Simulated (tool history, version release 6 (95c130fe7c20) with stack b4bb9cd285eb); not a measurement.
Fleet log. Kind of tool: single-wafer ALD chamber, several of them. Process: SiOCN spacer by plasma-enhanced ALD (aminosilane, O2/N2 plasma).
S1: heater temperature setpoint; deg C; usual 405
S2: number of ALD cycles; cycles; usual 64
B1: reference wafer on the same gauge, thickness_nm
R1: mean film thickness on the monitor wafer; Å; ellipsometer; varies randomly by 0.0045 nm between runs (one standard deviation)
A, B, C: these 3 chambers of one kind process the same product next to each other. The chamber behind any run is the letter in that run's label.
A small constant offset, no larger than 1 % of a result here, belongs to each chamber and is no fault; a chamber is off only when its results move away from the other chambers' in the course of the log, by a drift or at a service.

| run | hour | S1 | S2 | B1 | R1 |
|---|---|---|---|---|---|
| 1C | 5.3 | 405 | 64 | 4.5182 | 38.308 |
| 2A | 11.6 | 405 | 64 | 4.5168 | 38.084 |
| 3B | 16.8 | 405 | 64 | 4.5176 | 38.067 |
| 4B | 22.7 | 405 | 64 | 4.5164 | 37.938 |
| 5C | 27.6 | 405 | 64 | 4.5166 | 38.237 |
| 6A | 32.4 | 405 | 64 | 4.5147 | 38.053 |
| 7B | 39.2 | 405 | 64 | 4.5155 | 37.945 |
| 8C | 43.4 | 405 | 64 | 4.5142 | 38.204 |
| 9A | 46.9 | 405 | 64 | 4.513 | 38.047 |
| 10C | 53.7 | 405 | 64 | 4.5136 | 38.242 |
| 11B | 60 | 405 | 64 | 4.5117 | 38.032 |
| 12A | 65.4 | 394 | 53 | 4.5105 | 31.941 |
| 13A | 70.3 | 394 | 53 | 4.51 | 31.919 |
| 14B | 73.7 | 394 | 53 | 4.5112 | 31.896 |
| 15C | 77 | 405 | 57 | 4.5106 | 33.985 |
| 16A | 80.2 | 405 | 57 | 4.5082 | 33.848 |
| 17C | 85.6 | 405 | 57 | 4.5084 | 34.044 |
| 18B | 88.8 | 405 | 64 | 4.5094 | 37.9 |
| 19A | 94.9 | 405 | 64 | 4.5091 | 37.934 |
| 20C | 100.7 | 405 | 64 | 4.5083 | 38.17 |
| 21B | 107 | 405 | 64 | 4.5061 | 37.943 |
| 22C | 110.6 | 405 | 64 | 4.5073 | 38.207 |
| 23B | 114.6 | 405 | 64 | 4.5057 | 37.845 |
| 24A | 120.6 | 405 | 64 | 4.5044 | 37.988 |
| 25B | 125.9 | 405 | 64 | 4.5048 | 37.94 |
|  | 126.6 | chamber B: thermocouple changed; heater temperature recalibrated |
| 26C | 131.4 | 405 | 64 | 4.5027 | 38.197 |
| 27A | 135.4 | 405 | 64 | 4.5025 | 38.044 |
| 28C | 141.2 | 405 | 64 | 4.5026 | 38.041 |
| 29B | 147 | 405 | 64 | 4.5003 | 37.842 |
| 30A | 150.5 | 405 | 64 | 4.4996 | 38.021 |
|  | 156.2 | chamber C: thermocouple changed; heater temperature recalibrated |
| 31A | 157.2 | 405 | 64 | 4.5004 | 37.967 |
| 32C | 163.4 | 405 | 64 | 4.4991 | 37.994 |
| 33B | 166.8 | 405 | 64 | 4.498 | 37.869 |

Which is it: a chamber that has drifted or been left off by a service, a gauge drift common to all chambers, or only each chamber's usual small offset? If a chamber is off, name it and its likeliest cause.

The gauge drifts, so all chambers seem to drift together. No chamber is off.
Most likely cause: gauge reads low (%) = 0.491.
